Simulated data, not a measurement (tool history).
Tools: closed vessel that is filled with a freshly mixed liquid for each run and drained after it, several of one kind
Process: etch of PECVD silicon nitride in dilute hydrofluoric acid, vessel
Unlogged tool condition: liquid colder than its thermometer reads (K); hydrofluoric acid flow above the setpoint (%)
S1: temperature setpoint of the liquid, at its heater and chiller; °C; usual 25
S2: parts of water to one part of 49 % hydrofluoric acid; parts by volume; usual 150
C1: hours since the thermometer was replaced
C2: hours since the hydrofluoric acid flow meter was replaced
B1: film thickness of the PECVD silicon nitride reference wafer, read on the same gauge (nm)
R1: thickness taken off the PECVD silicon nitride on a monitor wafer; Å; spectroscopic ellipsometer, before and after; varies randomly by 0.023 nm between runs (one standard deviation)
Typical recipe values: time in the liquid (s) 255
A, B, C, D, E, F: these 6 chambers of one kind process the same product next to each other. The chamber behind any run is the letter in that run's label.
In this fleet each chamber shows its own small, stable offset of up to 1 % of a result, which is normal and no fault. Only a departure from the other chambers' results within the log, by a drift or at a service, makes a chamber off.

run 1B day=0.212 | S1=25 S2=150 time_in_the_liquid_(s)=255 | C1=1412.9 C2=1760 | B1=59.986 | R1=54.033
run 2A day=0.321 | S1=25 S2=150 time_in_the_liquid_(s)=255 | C1=1150.9 C2=114.2 | B1=60.003 | R1=53.633
run 3E day=0.429 | S1=25 S2=150 time_in_the_liquid_(s)=255 | C1=739.5 C2=88.3 | B1=60.01 | R1=54.001
run 4D day=0.579 | S1=25 S2=150 time_in_the_liquid_(s)=255 | C1=808.7 C2=1310.5 | B1=59.978 | R1=54.302
run 5C day=0.792 | S1=25 S2=150 time_in_the_liquid_(s)=255 | C1=627 C2=389 | B1=59.982 | R1=54.369
run 6F day=0.954 | S1=25 S2=150 time_in_the_liquid_(s)=255 | C1=135 C2=1022.2 | B1=59.99 | R1=53.992
run 7F day=1.104 | S1=25 S2=150 time_in_the_liquid_(s)=255 | C1=138.6 C2=1025.8 | B1=60.033 | R1=53.489
run 8E day=1.233 | S1=25 S2=150 time_in_the_liquid_(s)=255 | C1=758.8 C2=107.6 | B1=59.989 | R1=54.63
run 9D day=1.471 | S1=25 S2=150 time_in_the_liquid_(s)=120 | C1=830.1 C2=1331.9 | B1=59.989 | R1=25.591
run 10C day=1.612 | S1=25 S2=150 time_in_the_liquid_(s)=120 | C1=646.7 C2=408.7 | B1=60.016 | R1=25.564
run 11B day=1.812 | S1=25 S2=150 time_in_the_liquid_(s)=120 | C1=1451.3 C2=1798.4 | B1=60.009 | R1=25.291
run 12A day=1.938 | S1=25 S2=150 time_in_the_liquid_(s)=120 | C1=1189.7 C2=153 | B1=60.001 | R1=25.261
run 13F day=2.075 | S1=25 S2=150 time_in_the_liquid_(s)=120 | C1=161.9 C2=1049.1 | B1=60.01 | R1=25.535
run 14E day=2.254 | S1=25 S2=150 time_in_the_liquid_(s)=120 | C1=783.3 C2=132.1 | B1=59.99 | R1=25.756
run 15D day=2.467 | S1=25 S2=150 time_in_the_liquid_(s)=255 | C1=854 C2=1355.8 | B1=59.989 | R1=53.832
run 16A day=2.692 | S1=25 S2=150 time_in_the_liquid_(s)=255 | C1=1207.8 C2=171.1 | B1=60.015 | R1=53.664
run 17B day=2.908 | S1=25 S2=150 time_in_the_liquid_(s)=255 | C1=1477.6 C2=1824.7 | B1=60.017 | R1=54.424
run 18C day=3.054 | S1=25 S2=150 time_in_the_liquid_(s)=255 | C1=681.3 C2=443.3 | B1=59.988 | R1=54.221
run 19F day=3.283 | S1=25 S2=150 time_in_the_liquid_(s)=255 | C1=190.9 C2=1078.1 | B1=59.991 | R1=53.7
run 20E day=3.4 | S1=25 S2=180 time_in_the_liquid_(s)=255 | C1=810.8 C2=159.6 | B1=60.005 | R1=44.912
run 21C day=3.588 | S1=25 S2=180 time_in_the_liquid_(s)=255 | C1=694.1 C2=456.1 | B1=59.992 | R1=45.393
run 22D day=3.808 | S1=25 S2=180 time_in_the_liquid_(s)=255 | C1=886.2 C2=1388 | B1=60.03 | R1=44.76
run 23B day=4.029 | S1=25 S2=180 time_in_the_liquid_(s)=255 | C1=1504.5 C2=1851.6 | B1=60.019 | R1=44.878
run 24A day=4.196 | S1=25 S2=180 time_in_the_liquid_(s)=255 | C1=1243.9 C2=207.2 | B1=59.996 | R1=44.501
run 25A day=4.312 | S1=25 S2=180 time_in_the_liquid_(s)=255 | C1=1246.7 C2=210 | B1=60.003 | R1=44.749
run 26F day=4.462 | S1=25 S2=150 time_in_the_liquid_(s)=255 | C1=219.2 C2=1106.4 | B1=60.002 | R1=53.634
run 27B day=4.579 | S1=25 S2=150 time_in_the_liquid_(s)=255 | C1=1517.7 C2=1864.8 | B1=60.025 | R1=54.263
run 28D day=4.688 | S1=25 S2=150 time_in_the_liquid_(s)=255 | C1=907.3 C2=1409.1 | B1=60 | R1=54.098
run 29C day=4.867 | S1=25 S2=150 time_in_the_liquid_(s)=255 | C1=724.8 C2=486.8 | B1=60.013 | R1=54.484
-- day=5.046 chamber D: hydrofluoric acid flow meter replaced
run 30E day=5.058 | S1=25 S2=190 time_in_the_liquid_(s)=160 | C1=850.6 C2=199.4 | B1=60.017 | R1=26.8
run 31B day=5.221 | S1=25 S2=190 time_in_the_liquid_(s)=160 | C1=1533.1 C2=1880.2 | B1=59.993 | R1=26.953
run 32C day=5.421 | S1=25 S2=190 time_in_the_liquid_(s)=160 | C1=738.1 C2=500.1 | B1=59.985 | R1=27.011
run 33D day=5.562 | S1=25 S2=190 time_in_the_liquid_(s)=160 | C1=928.3 C2=12.4 | B1=60.035 | R1=27
run 34A day=5.775 | S1=25 S2=190 time_in_the_liquid_(s)=160 | C1=1281.8 C2=245.1 | B1=59.965 | R1=26.536
run 35E day=6.004 | S1=25 S2=190 time_in_the_liquid_(s)=160 | C1=873.3 C2=222.1 | B1=59.994 | R1=26.945
run 36F day=6.246 | S1=22 S2=85 time_in_the_liquid_(s)=255 | C1=262 C2=1149.2 | B1=59.982 | R1=78.116
run 37A day=6.454 | S1=22 S2=85 time_in_the_liquid_(s)=255 | C1=1298.1 C2=261.4 | B1=60.032 | R1=78.141
run 38D day=6.654 | S1=22 S2=85 time_in_the_liquid_(s)=255 | C1=954.5 C2=38.6 | B1=59.999 | R1=78.207
run 39B day=6.842 | S1=22 S2=85 time_in_the_liquid_(s)=255 | C1=1572 C2=1919.1 | B1=60.012 | R1=78.704
run 40C day=6.967 | S1=22 S2=85 time_in_the_liquid_(s)=255 | C1=775.2 C2=537.2 | B1=59.99 | R1=77.958
run 41F day=7.162 | S1=22 S2=85 time_in_the_liquid_(s)=255 | C1=284 C2=1171.2 | B1=60.028 | R1=77.247
run 42E day=7.275 | S1=25 S2=150 time_in_the_liquid_(s)=255 | C1=903.8 C2=252.6 | B1=59.999 | R1=54.054

One chamber off, gauge drift, or nothing amiss beyond the chambers' own small offsets? If it is a chamber, which one, and what is the likeliest cause?

No chamber stands off beyond its own small offset, and the gauge holds steady.

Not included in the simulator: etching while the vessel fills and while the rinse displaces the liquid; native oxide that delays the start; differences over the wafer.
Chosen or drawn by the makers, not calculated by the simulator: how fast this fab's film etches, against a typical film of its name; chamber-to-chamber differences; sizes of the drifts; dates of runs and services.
